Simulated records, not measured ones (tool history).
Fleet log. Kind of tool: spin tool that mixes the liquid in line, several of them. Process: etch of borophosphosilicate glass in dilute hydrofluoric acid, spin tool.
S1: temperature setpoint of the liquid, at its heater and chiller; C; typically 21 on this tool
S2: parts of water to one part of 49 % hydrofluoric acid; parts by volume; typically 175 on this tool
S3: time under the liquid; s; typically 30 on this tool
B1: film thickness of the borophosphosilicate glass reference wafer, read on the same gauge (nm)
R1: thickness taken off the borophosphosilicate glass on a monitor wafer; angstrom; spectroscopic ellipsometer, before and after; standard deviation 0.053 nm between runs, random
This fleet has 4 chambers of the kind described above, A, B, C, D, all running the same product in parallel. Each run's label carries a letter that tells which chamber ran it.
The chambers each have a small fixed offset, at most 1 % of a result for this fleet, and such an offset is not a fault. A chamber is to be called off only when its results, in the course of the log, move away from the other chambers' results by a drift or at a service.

run 1D hour=3.5 | S1=21 S2=175 S3=30 | B1=110.02 | R1=57.36
run 2A hour=7.9 | S1=21 S2=175 S3=30 | B1=109.98 | R1=58.183
run 3C hour=10.9 | S1=21 S2=175 S3=30 | B1=110.01 | R1=58.638
run 4B hour=14 | S1=21 S2=175 S3=30 | B1=110.01 | R1=57.76
run 5A hour=17.2 | S1=21 S2=175 S3=30 | B1=109.97 | R1=58.243
run 6C hour=20.6 | S1=21 S2=175 S3=30 | B1=110 | R1=58.287
run 7D hour=25 | S1=21 S2=175 S3=15 | B1=110.03 | R1=29.09
run 8B hour=27.6 | S1=21 S2=175 S3=15 | B1=110.05 | R1=29.048
run 9C hour=32.6 | S1=21 S2=175 S3=15 | B1=109.99 | R1=29.077
run 10B hour=37.5 | S1=21 S2=175 S3=15 | B1=109.97 | R1=28.827
run 11D hour=43 | S1=21 S2=175 S3=30 | B1=110.03 | R1=56.964
run 12A hour=48.5 | S1=21 S2=175 S3=50 | B1=110 | R1=97.543
run 13C hour=52.7 | S1=21 S2=175 S3=50 | B1=110 | R1=96.729
run 14B hour=56.9 | S1=21 S2=175 S3=50 | B1=109.98 | R1=96.301
run 15D hour=60.2 | S1=21 S2=175 S3=50 | B1=110 | R1=93.15
run 16A hour=64 | S1=21 S2=175 S3=30 | B1=109.99 | R1=57.335
run 17C hour=69.1 | S1=21 S2=175 S3=30 | B1=110.03 | R1=58.356
run 18A hour=72.2 | S1=21 S2=175 S3=30 | B1=110.01 | R1=57.924
run 19B hour=76.5 | S1=21 S2=175 S3=30 | B1=110.01 | R1=58.677
run 20D hour=80.6 | S1=21 S2=175 S3=30 | B1=110 | R1=55.104
run 21A hour=85.1 | S1=21 S2=175 S3=30 | B1=110.01 | R1=57.602
run 22C hour=87.8 | S1=21 S2=175 S3=30 | B1=110 | R1=58.942
run 23B hour=92.5 | S1=21 S2=175 S3=30 | B1=110.01 | R1=57.24
run 24D hour=95.8 | S1=21 S2=175 S3=30 | B1=109.99 | R1=55.136
run 25C hour=99.9 | S1=21 S2=175 S3=30 | B1=110.01 | R1=59.21
run 26A hour=103.5 | S1=23.5 S2=175 S3=15 | B1=109.96 | R1=32.039
run 27D hour=107.5 | S1=23.5 S2=175 S3=15 | B1=110 | R1=30.139
run 28B hour=111.7 | S1=23.5 S2=175 S3=15 | B1=109.99 | R1=31.596
run 29A hour=115.2 | S1=23.5 S2=175 S3=15 | B1=110 | R1=31.497
run 30D hour=118.5 | S1=23.5 S2=175 S3=15 | B1=110.01 | R1=30.271
run 31B hour=121.3 | S1=23.5 S2=175 S3=15 | B1=110 | R1=31.559
run 32C hour=125.9 | S1=23.5 S2=175 S3=15 | B1=110.01 | R1=32.64
run 33B hour=131.4 | S1=23.5 S2=175 S3=15 | B1=110.02 | R1=31.865
run 34C hour=137.1 | S1=18 S2=175 S3=20 | B1=109.99 | R1=33.814

All 4 chambers run these settings next. Forecast each chamber's results:
run 35A hour=141.1 | S1=21 S2=175 S3=50 | R1=?
run 35B hour=141.1 | S1=21 S2=175 S3=50 | R1=?
run 35C hour=141.1 | S1=21 S2=175 S3=50 | R1=?
run 35D hour=141.1 | S1=21 S2=175 S3=50 | R1=?

run=35A R1=95.926
run=35B R1=95.51
run=35C R1=97.44
run=35D R1=88.553

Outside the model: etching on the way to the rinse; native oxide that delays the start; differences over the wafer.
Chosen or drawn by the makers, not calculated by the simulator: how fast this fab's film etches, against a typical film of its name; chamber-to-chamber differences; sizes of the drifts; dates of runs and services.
